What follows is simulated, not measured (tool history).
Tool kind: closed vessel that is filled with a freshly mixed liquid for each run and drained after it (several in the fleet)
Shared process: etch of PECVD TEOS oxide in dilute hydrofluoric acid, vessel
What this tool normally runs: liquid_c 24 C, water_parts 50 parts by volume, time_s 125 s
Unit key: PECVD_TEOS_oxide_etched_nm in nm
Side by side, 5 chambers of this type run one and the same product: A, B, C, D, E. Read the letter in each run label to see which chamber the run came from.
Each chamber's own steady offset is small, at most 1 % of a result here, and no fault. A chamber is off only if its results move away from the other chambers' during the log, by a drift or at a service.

run	hour	liquid_c	water_parts	time_s	hours since the thermometer was replaced	hours since the hydrofluoric acid flow meter was replaced	read-back film thickness of the PECVD TEOS oxide reference wafer, read on the same gauge (nm)	PECVD_TEOS_oxide_etched_nm
1D	6.7	24	50	125	764.2	275	70.021	22.983
2C	16.3	24	50	125	824.1	557.3	70.011	22.918
3A	25.1	24	50	125	242.5	1261.9	70.007	23.024
4B	36.8	24	50	125	161	627.6	69.985	22.712
5E	45.3	24	50	125	533.8	498.3	69.992	22.847
6B	51.8	24	50	125	176	642.6	70.018	22.772
7A	62.5	24	50	125	279.9	1299.3	70.033	22.925
8E	73.5	24	50	125	562	526.5	70.011	22.779
9D	80.7	24	50	125	838.2	349	70.048	22.999
10C	91.3	24	50	125	899.1	632.3	70.029	22.892
11B	99.2	24	50	125	223.4	690	69.989	22.766
12A	106.5	24	50	125	323.9	1343.3	69.974	22.997
13D	116.5	24	50	125	874	384.8	70.004	22.712
14C	126.4	24	50	125	934.2	667.4	70.003	22.79
15E	133.5	24	50	125	622	586.5	70.013	22.813
16C	143.5	24	50	125	951.3	684.5	70.032	22.927
17D	150.4	24	50	125	907.9	418.7	70.001	22.763
18A	157.8	24	50	125	375.2	1394.6	69.99	23.078
19E	163.5	24	50	125	652	616.5	69.963	22.814
20B	172.7	24	70	95	296.9	763.5	69.94	11.949
21C	180.8	24	70	95	988.6	721.8	69.983	12.037
22B	190.2	24	70	95	314.4	781	69.96	11.981
23E	202	24	70	95	690.5	655	70.009	11.987
24A	207.2	24	70	95	424.6	1444	70.031	12.134
25D	216.9	24	50	125	974.4	485.2	70.019	22.612
26C	223	24	50	125	1030.8	764	70.042	23.066
27E	231.9	24	50	125	720.4	684.9	69.979	22.573
28B	239.8	24	50	125	364	830.6	69.961	22.615
29D	250	24	50	125	1007.5	518.3	70.003	22.298
30A	259.7	26	50	180	477.1	1496.5	69.967	35.968
31B	271	26	50	180	395.2	861.8	69.996	35.459
32D	277.3	26	50	180	1034.8	545.6	69.999	34.634
33A	285.1	26	50	180	502.5	1521.9	70.015	35.82
34E	292	26	50	180	780.5	745	70.029	35.628
35C	299.4	24	60	125	1107.2	840.4	69.982	18.64
36C	306.5	24	60	125	1114.3	847.5	70.003	18.847
37D	317.7	24	60	125	1075.2	586	69.995	18.227
38E	325.4	24	60	125	813.9	778.4	70.006	18.798
39B	334.7	24	60	125	458.9	925.5	69.991	18.669
40A	343.4	24	50	125	560.8	1580.2	69.944	23.057

One chamber off, gauge drift, or nothing amiss beyond the chambers' own small offsets? If it is a chamber, which one, and what is the likeliest cause?

Little by little, chamber D moves away from the other chambers.
What lies behind it: hydrofluoric acid flow below the setpoint (%) = 3.97.
It could be hard to tell apart here from: liquid colder than its thermometer reads (K).

Here are 4 candidates for chamber D's next run, each the usual settings with a change, their results left as question marks. Which one brings its results back in line with what the others give on the usual settings?
In-line tolerance around the mean of the other chambers on the usual settings: PECVD_TEOS_oxide_etched_nm 0.3 nm
41D-1	351.9	23	50	125				?
41D-2	351.9	23.5	50	125				?
41D-3	351.9	24	50	130				?
41D-4	351.9	24.5	50	125				?

Mean of the other chambers on the usual settings: PECVD_TEOS_oxide_etched_nm 22.842 nm
run	PECVD_TEOS_oxide_etched_nm
41D-1	21.066
41D-2	21.497
41D-3	22.812
41D-4	22.38
41D-3 is the one that brings the chamber's results back in line with the other chambers.

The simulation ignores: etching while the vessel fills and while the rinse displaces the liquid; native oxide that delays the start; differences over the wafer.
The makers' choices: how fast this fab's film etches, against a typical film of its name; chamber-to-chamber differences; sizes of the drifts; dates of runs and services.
